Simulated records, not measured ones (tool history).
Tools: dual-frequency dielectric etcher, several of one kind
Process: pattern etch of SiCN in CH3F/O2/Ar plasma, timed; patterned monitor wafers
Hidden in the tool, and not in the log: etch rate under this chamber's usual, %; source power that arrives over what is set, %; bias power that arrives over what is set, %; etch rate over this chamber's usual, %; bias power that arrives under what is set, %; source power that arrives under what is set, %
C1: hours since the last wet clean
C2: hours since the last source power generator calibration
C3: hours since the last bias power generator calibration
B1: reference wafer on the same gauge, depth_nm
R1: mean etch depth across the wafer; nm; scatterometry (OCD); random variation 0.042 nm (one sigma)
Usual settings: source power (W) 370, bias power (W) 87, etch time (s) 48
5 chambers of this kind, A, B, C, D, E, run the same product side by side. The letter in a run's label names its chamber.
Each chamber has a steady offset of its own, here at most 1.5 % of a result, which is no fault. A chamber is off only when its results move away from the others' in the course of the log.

run 1B hour=8.4 | source_power_(W)=370 bias_power_(W)=87 etch_time_(s)=48 | C1=264.3 C2=318.4 C3=670.2 | B1=22.299 | R1=18.699
run 2C hour=19.1 | source_power_(W)=370 bias_power_(W)=87 etch_time_(s)=48 | C1=284.9 C2=3243.1 C3=1110.3 | B1=22.305 | R1=18.658
run 3E hour=28.7 | source_power_(W)=370 bias_power_(W)=87 etch_time_(s)=48 | C1=400.0 C2=1845.7 C3=3385.5 | B1=22.311 | R1=18.571
run 4A hour=38.5 | source_power_(W)=370 bias_power_(W)=87 etch_time_(s)=48 | C1=103.0 C2=1952.9 C3=1685.6 | B1=22.296 | R1=18.743
run 5D hour=46.0 | source_power_(W)=370 bias_power_(W)=87 etch_time_(s)=48 | C1=506.6 C2=921.5 C3=3059.9 | B1=22.296 | R1=18.722
run 6D hour=51.8 | source_power_(W)=370 bias_power_(W)=87 etch_time_(s)=48 | C1=512.4 C2=927.3 C3=3065.7 | B1=22.310 | R1=18.748
-- hour=52.8 chamber C: wet clean of the chamber
run 7A hour=61.1 | source_power_(W)=370 bias_power_(W)=87 etch_time_(s)=48 | C1=125.6 C2=1975.5 C3=1708.2 | B1=22.299 | R1=18.801
run 8B hour=68.5 | source_power_(W)=370 bias_power_(W)=87 etch_time_(s)=48 | C1=324.4 C2=378.5 C3=730.3 | B1=22.309 | R1=18.674
run 9C hour=73.6 | source_power_(W)=370 bias_power_(W)=87 etch_time_(s)=48 | C1=20.8 C2=3297.6 C3=1164.8 | B1=22.300 | R1=18.711
-- hour=78.6 chamber E: wet clean of the chamber
run 10E hour=79.8 | source_power_(W)=370 bias_power_(W)=87 etch_time_(s)=48 | C1=1.2 C2=1896.8 C3=3436.6 | B1=22.300 | R1=18.623
run 11B hour=89.8 | source_power_(W)=370 bias_power_(W)=87 etch_time_(s)=48 | C1=345.7 C2=399.8 C3=751.6 | B1=22.296 | R1=18.699
run 12E hour=98.9 | source_power_(W)=370 bias_power_(W)=87 etch_time_(s)=48 | C1=20.3 C2=1915.9 C3=3455.7 | B1=22.299 | R1=18.548
-- hour=105.0 chamber D: wet clean of the chamber
run 13A hour=107.5 | source_power_(W)=370 bias_power_(W)=87 etch_time_(s)=48 | C1=172.0 C2=2021.9 C3=1754.6 | B1=22.304 | R1=18.759
run 14C hour=113.5 | source_power_(W)=370 bias_power_(W)=87 etch_time_(s)=48 | C1=60.7 C2=3337.5 C3=1204.7 | B1=22.302 | R1=18.631
run 15D hour=118.6 | source_power_(W)=410 bias_power_(W)=87 etch_time_(s)=48 | C1=13.7 C2=994.1 C3=3132.5 | B1=22.309 | R1=19.376
run 16D hour=124.0 | source_power_(W)=410 bias_power_(W)=87 etch_time_(s)=48 | C1=19.1 C2=999.5 C3=3137.9 | B1=22.291 | R1=19.418
run 17A hour=131.8 | source_power_(W)=410 bias_power_(W)=87 etch_time_(s)=48 | C1=196.3 C2=2046.2 C3=1778.9 | B1=22.289 | R1=19.500
-- hour=138.0 chamber E: source power generator calibrated
run 18C hour=139.7 | source_power_(W)=410 bias_power_(W)=87 etch_time_(s)=48 | C1=86.9 C2=3363.7 C3=1230.9 | B1=22.290 | R1=19.466
run 19E hour=146.5 | source_power_(W)=410 bias_power_(W)=87 etch_time_(s)=48 | C1=67.9 C2=8.6 C3=3503.3 | B1=22.302 | R1=19.000
run 20B hour=153.9 | source_power_(W)=370 bias_power_(W)=87 etch_time_(s)=48 | C1=409.8 C2=463.9 C3=815.7 | B1=22.301 | R1=18.738
run 21D hour=162.5 | source_power_(W)=370 bias_power_(W)=87 etch_time_(s)=48 | C1=57.6 C2=1038.0 C3=3176.4 | B1=22.305 | R1=18.662
run 22A hour=169.9 | source_power_(W)=370 bias_power_(W)=87 etch_time_(s)=48 | C1=234.4 C2=2084.3 C3=1817.0 | B1=22.303 | R1=18.726
run 23B hour=175.4 | source_power_(W)=370 bias_power_(W)=87 etch_time_(s)=48 | C1=431.3 C2=485.4 C3=837.2 | B1=22.284 | R1=18.803
run 24E hour=182.4 | source_power_(W)=310 bias_power_(W)=87 etch_time_(s)=48 | C1=103.8 C2=44.5 C3=3539.2 | B1=22.313 | R1=17.068
run 25C hour=193.2 | source_power_(W)=310 bias_power_(W)=87 etch_time_(s)=48 | C1=140.4 C2=3417.2 C3=1284.4 | B1=22.304 | R1=17.493
run 26D hour=199.1 | source_power_(W)=310 bias_power_(W)=87 etch_time_(s)=48 | C1=94.2 C2=1074.6 C3=3213.0 | B1=22.316 | R1=17.538
run 27B hour=206.5 | source_power_(W)=310 bias_power_(W)=87 etch_time_(s)=48 | C1=462.4 C2=516.5 C3=868.3 | B1=22.306 | R1=17.616
-- hour=211.6 chamber B: wet clean of the chamber
run 28C hour=216.5 | source_power_(W)=310 bias_power_(W)=87 etch_time_(s)=48 | C1=163.7 C2=3440.5 C3=1307.7 | B1=22.310 | R1=17.624
run 29E hour=222.6 | source_power_(W)=370 bias_power_(W)=87 etch_time_(s)=48 | C1=144.0 C2=84.7 C3=3579.4 | B1=22.308 | R1=18.269
run 30A hour=227.6 | source_power_(W)=450 bias_power_(W)=67 etch_time_(s)=48 | C1=292.1 C2=2142.0 C3=1874.7 | B1=22.301 | R1=18.400
run 31B hour=234.2 | source_power_(W)=450 bias_power_(W)=67 etch_time_(s)=48 | C1=22.7 C2=544.2 C3=896.0 | B1=22.292 | R1=18.358
-- hour=236.5 chamber E: bias power generator calibrated
run 32E hour=245.3 | source_power_(W)=450 bias_power_(W)=67 etch_time_(s)=48 | C1=166.7 C2=107.4 C3=8.9 | B1=22.301 | R1=17.943
run 33C hour=253.8 | source_power_(W)=450 bias_power_(W)=67 etch_time_(s)=48 | C1=201.0 C2=3477.8 C3=1345.0 | B1=22.303 | R1=18.382
run 34D hour=259.3 | source_power_(W)=450 bias_power_(W)=67 etch_time_(s)=48 | C1=154.4 C2=1134.8 C3=3273.2 | B1=22.313 | R1=18.303
run 35A hour=268.2 | source_power_(W)=420 bias_power_(W)=87 etch_time_(s)=48 | C1=332.7 C2=2182.6 C3=1915.3 | B1=22.285 | R1=19.648
run 36A hour=277.6 | source_power_(W)=420 bias_power_(W)=87 etch_time_(s)=48 | C1=342.1 C2=2192.0 C3=1924.7 | B1=22.307 | R1=19.689
run 37B hour=283.4 | source_power_(W)=420 bias_power_(W)=87 etch_time_(s)=48 | C1=71.9 C2=593.4 C3=945.2 | B1=22.312 | R1=19.696

All 5 chambers run these settings next. Forecast each chamber's results:
run 38A hour=291.3 | source_power_(W)=370 bias_power_(W)=87 etch_time_(s)=48 | R1=?
run 38B hour=291.3 | source_power_(W)=370 bias_power_(W)=87 etch_time_(s)=48 | R1=?
run 38C hour=291.3 | source_power_(W)=370 bias_power_(W)=87 etch_time_(s)=48 | R1=?
run 38D hour=291.3 | source_power_(W)=370 bias_power_(W)=87 etch_time_(s)=48 | R1=?
run 38E hour=291.3 | source_power_(W)=370 bias_power_(W)=87 etch_time_(s)=48 | R1=?

run=38A R1=18.686
run=38B R1=18.715
run=38C R1=18.681
run=38D R1=18.744
run=38E R1=18.344
